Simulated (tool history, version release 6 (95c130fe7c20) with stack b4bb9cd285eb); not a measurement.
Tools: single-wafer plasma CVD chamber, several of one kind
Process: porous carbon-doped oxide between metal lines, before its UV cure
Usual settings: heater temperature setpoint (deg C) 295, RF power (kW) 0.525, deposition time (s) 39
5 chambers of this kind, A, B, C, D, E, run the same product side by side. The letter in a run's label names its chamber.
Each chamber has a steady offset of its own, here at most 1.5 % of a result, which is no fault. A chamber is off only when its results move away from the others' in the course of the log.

| run | hour | heater temperature setpoint (deg C) | RF power (kW) | deposition time (s) | read-back reference wafer on the same gauge, thickness_nm | mean film thickness on the monitor wafer (nm) |
|---|---|---|---|---|---|---|
| 1C | 5.1 | 295 | 0.525 | 39 | 232.07 | 222.26 |
| 2A | 12.5 | 295 | 0.525 | 39 | 232.03 | 223.22 |
| 3E | 22 | 295 | 0.525 | 39 | 231.91 | 223 |
| 4D | 29.9 | 295 | 0.525 | 39 | 232.04 | 222.82 |
| 5B | 38.8 | 295 | 0.525 | 39 | 231.91 | 219.45 |
| 6D | 46.3 | 295 | 0.525 | 39 | 231.9 | 222.71 |
| 7B | 51.3 | 295 | 0.525 | 39 | 231.99 | 220.74 |
| 8E | 56.7 | 295 | 0.525 | 39 | 231.81 | 223 |
| 9C | 61.7 | 295 | 0.525 | 39 | 232.05 | 221.52 |
| 10A | 66.5 | 295 | 0.525 | 39 | 231.93 | 222.41 |
| 11A | 73 | 295 | 0.525 | 39 | 232.04 | 223.72 |
| 12E | 79.5 | 295 | 0.525 | 39 | 232.04 | 223.93 |
| 13C | 83.8 | 295 | 0.525 | 39 | 231.95 | 223.26 |
| 14B | 88.7 | 295 | 0.525 | 39 | 231.94 | 218.89 |
| 15D | 94.8 | 295 | 0.525 | 39 | 232.11 | 222.74 |
| 16A | 104.1 | 295 | 0.525 | 39 | 231.95 | 222.93 |
| 17C | 111.2 | 295 | 0.525 | 39 | 232.08 | 221.97 |
| 18D | 119.6 | 295 | 0.525 | 39 | 232.03 | 222.52 |
| 19E | 124.8 | 295 | 0.625 | 45.2 | 231.83 | 289.62 |
| 20B | 134.3 | 295 | 0.625 | 45.2 | 231.96 | 284.41 |
| 21D | 140.9 | 295 | 0.625 | 45.2 | 231.97 | 287.81 |
| 22A | 146.2 | 295 | 0.625 | 45.2 | 231.99 | 289.05 |
| 23C | 153.4 | 295 | 0.625 | 45.2 | 231.91 | 287.95 |
| 24B | 161.7 | 295 | 0.525 | 39 | 231.91 | 218.86 |
|  | 164 | chamber E: RF generator calibrated |
| 25E | 168.2 | 295 | 0.525 | 39 | 232.02 | 223.58 |
| 26A | 173.4 | 295 | 0.525 | 39 | 231.92 | 222.92 |
| 27D | 182.4 | 295 | 0.525 | 39 | 232.09 | 221.8 |
| 28E | 188 | 295 | 0.525 | 39 | 232.01 | 223.52 |
| 29C | 192.8 | 295 | 0.525 | 39 | 232.1 | 222.5 |
|  | 199.9 | chamber C: RF generator calibrated |
| 30B | 200.9 | 295 | 0.525 | 39 | 231.89 | 219.6 |
| 31D | 209.4 | 295 | 0.525 | 39 | 231.81 | 221.86 |
| 32E | 216 | 295 | 0.525 | 39 | 232.06 | 223.55 |
| 33C | 224 | 282 | 0.525 | 34.4 | 231.97 | 212.91 |
| 34A | 232.5 | 282 | 0.525 | 34.4 | 232.16 | 213.82 |
| 35B | 237.1 | 282 | 0.525 | 34.4 | 232.08 | 210.07 |
| 36A | 241.4 | 282 | 0.525 | 34.4 | 231.93 | 214.1 |
| 37C | 249.6 | 282 | 0.525 | 34.4 | 231.99 | 213.02 |

Next, every chamber runs the same settings. What will each give?
| 38A | 256.5 | 295 | 0.525 | 39 |  | ? |
| 38B | 256.5 | 295 | 0.525 | 39 |  | ? |
| 38C | 256.5 | 295 | 0.525 | 39 |  | ? |
| 38D | 256.5 | 295 | 0.525 | 39 |  | ? |
| 38E | 256.5 | 295 | 0.525 | 39 |  | ? |

| run | mean film thickness on the monitor wafer (nm) |
|---|---|
| 38A | 222.47 |
| 38B | 220.69 |
| 38C | 223.13 |
| 38D | 222.6 |
| 38E | 224.35 |
